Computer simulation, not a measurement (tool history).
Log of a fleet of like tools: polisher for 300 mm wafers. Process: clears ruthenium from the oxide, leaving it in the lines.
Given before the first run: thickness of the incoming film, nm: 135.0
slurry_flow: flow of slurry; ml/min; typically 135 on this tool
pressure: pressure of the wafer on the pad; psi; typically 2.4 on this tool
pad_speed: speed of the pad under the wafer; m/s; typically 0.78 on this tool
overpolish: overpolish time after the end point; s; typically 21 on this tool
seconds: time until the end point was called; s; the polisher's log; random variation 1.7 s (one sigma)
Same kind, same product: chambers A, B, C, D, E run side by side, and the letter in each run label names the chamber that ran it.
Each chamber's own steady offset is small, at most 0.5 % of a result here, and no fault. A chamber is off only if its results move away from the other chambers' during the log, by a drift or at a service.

run   hour  slurry_flow  pressure  pad_speed  overpolish  seconds
 1A    4.7          135       2.4       0.78          21   116.93
 2C   10.4          135       2.4       0.78          21   114.06
 3E   14.7          135       2.4       0.78          21   116.32
 4B   18.2          135       2.4       0.78          21    116.2
 5D   23.3          135       2.4       0.78          21   116.03
 6B   26.2          135       2.4       0.78          21   113.35
      28.8  -- chamber C: head pressure recalibrated
 7E   32.1          160       2.4       0.78          21   110.79
 8A   35.6          160       2.4       0.78          21   108.59
 9D   40.1          160       2.4       0.78          21   111.92
10C   43.1          160       2.4       0.78          21   110.72
11E   46.4          160       2.4       0.78          21   113.01
12D   49.8          135       2.4       0.78          21    113.1
13C   53.3          135       2.4       0.78          21   113.82
14A   57.2          135       2.4       0.78          21    116.1
15B   62.8          135       2.4       0.78          21   116.45
16D   67.6          135       2.4       0.78          21   112.77
17A   70.9          135       2.4       0.78          21   113.26
18C   76.3          135       2.4       0.78          21   112.78
19B   81.8          135       2.4       0.78          21   115.32
20E   86.1          135       2.4       0.78          21   117.02
21D   90.5          135       2.4       0.78          21   114.09
22E   95.7          135       1.9        0.9          21   127.07
23C   98.5          135       1.9        0.9          21   126.22
     102.9  -- chamber E: slurry nozzle cleaned
24B    103          135       1.9        0.9          21   123.95
     106.7  -- chamber D: worn pad replaced by a new one
25A  108.5          135       1.9        0.9          21    127.4
26E  113.9          135       1.9        0.9          21   124.64
27B  117.2          135       2.4       0.78          21   116.02
28C  122.3          135       2.4       0.78          21   116.03
29D  125.3          135       2.4       0.78          21   113.15
30A  129.2          135       2.4       0.78          21   116.25
31C  133.7          135       2.4       0.78          21   113.42

Is one chamber off against the others, does the gauge drift, or is nothing wrong? If a chamber is off, say which, and what the likeliest cause is.

No chamber stands off beyond its own small offset, and the gauge holds steady.
